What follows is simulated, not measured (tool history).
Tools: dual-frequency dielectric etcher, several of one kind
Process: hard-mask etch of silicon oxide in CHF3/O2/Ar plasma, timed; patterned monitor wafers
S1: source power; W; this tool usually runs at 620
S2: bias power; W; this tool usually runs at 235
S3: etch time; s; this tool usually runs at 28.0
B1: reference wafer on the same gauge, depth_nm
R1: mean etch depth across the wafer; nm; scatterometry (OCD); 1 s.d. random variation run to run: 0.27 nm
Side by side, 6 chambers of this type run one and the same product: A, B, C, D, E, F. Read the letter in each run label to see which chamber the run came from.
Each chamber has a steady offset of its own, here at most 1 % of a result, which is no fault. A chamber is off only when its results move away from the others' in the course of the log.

run     day   S1   S2    S3      B1      R1
 1C   0.546  620  235  28.0  69.839  60.654
      0.933  -- chamber D: wet clean of the chamber
 2F   1.083  620  235  28.0  69.795  61.404
 3A   1.633  620  235  28.0  69.831  61.684
 4E   2.067  620  235  28.0  69.778  61.454
 5B   2.612  620  235  28.0  69.743  61.312
 6D   3.142  620  235  28.0  69.807  61.468
 7A   3.471  620  235  28.0  69.675  61.663
      3.825  -- chamber B: wet clean of the chamber
 8B   3.850  620  235  28.0  69.744  61.062
 9F   4.108  620  235  28.0  69.792  61.360
10D   4.471  620  235  28.0  69.775  62.010
11C   5.029  620  235  28.0  69.773  60.942
12E   5.367  620  235  28.0  69.803  62.100
13A   5.842  620  235  28.0  69.839  61.873
14F   6.288  620  197  32.0  69.778  65.590
15C   6.875  620  197  32.0  69.793  65.712
16E   7.392  620  197  32.0  69.839  65.928
17B   7.675  620  197  32.0  69.824  65.343
18D   8.129  620  197  32.0  69.739  66.507
19B   8.467  620  197  32.0  69.769  65.865
20C   8.862  620  235  28.0  69.810  61.217
21A   9.221  620  235  28.0  69.782  61.937
22D   9.662  620  235  28.0  69.875  61.302
23E  10.092  620  235  28.0  69.807  61.930
24F  10.612  620  235  28.0  69.773  60.895
25F  10.875  620  235  28.0  69.908  61.321
26D  11.196  620  235  28.0  69.779  61.953
     11.562  -- chamber C: wet clean of the chamber
27A  11.671  620  235  28.0  69.874  61.821
28C  12.188  620  235  28.0  69.776  61.458
29B  12.508  620  235  28.0  69.827  60.971
30E  12.938  620  235  28.0  69.842  61.787
31E  13.271  620  235  28.0  69.883  61.779
32B  13.708  620  235  28.0  69.828  61.669
     13.796  -- chamber F: source power generator calibrated
33C  14.017  620  235  28.0  69.861  61.094
34A  14.379  620  235  28.0  69.751  61.879
35F  14.750  620  235  28.0  69.807  61.494
36D  15.117  620  235  28.0  69.809  62.110
     15.371  -- chamber F: wet clean of the chamber
37F  15.592  620  258  33.5  69.886  75.655

All 6 chambers run these settings next. Forecast each chamber's results:
38A  16.017  620  235  20.0       ?
38B  16.017  620  235  20.0       ?
38C  16.017  620  235  20.0       ?
38D  16.017  620  235  20.0       ?
38E  16.017  620  235  20.0       ?
38F  16.017  620  235  20.0       ?

run      R1
38A  43.931
38B  44.015
38C  43.976
38D  43.877
38E  44.174
38F  44.113
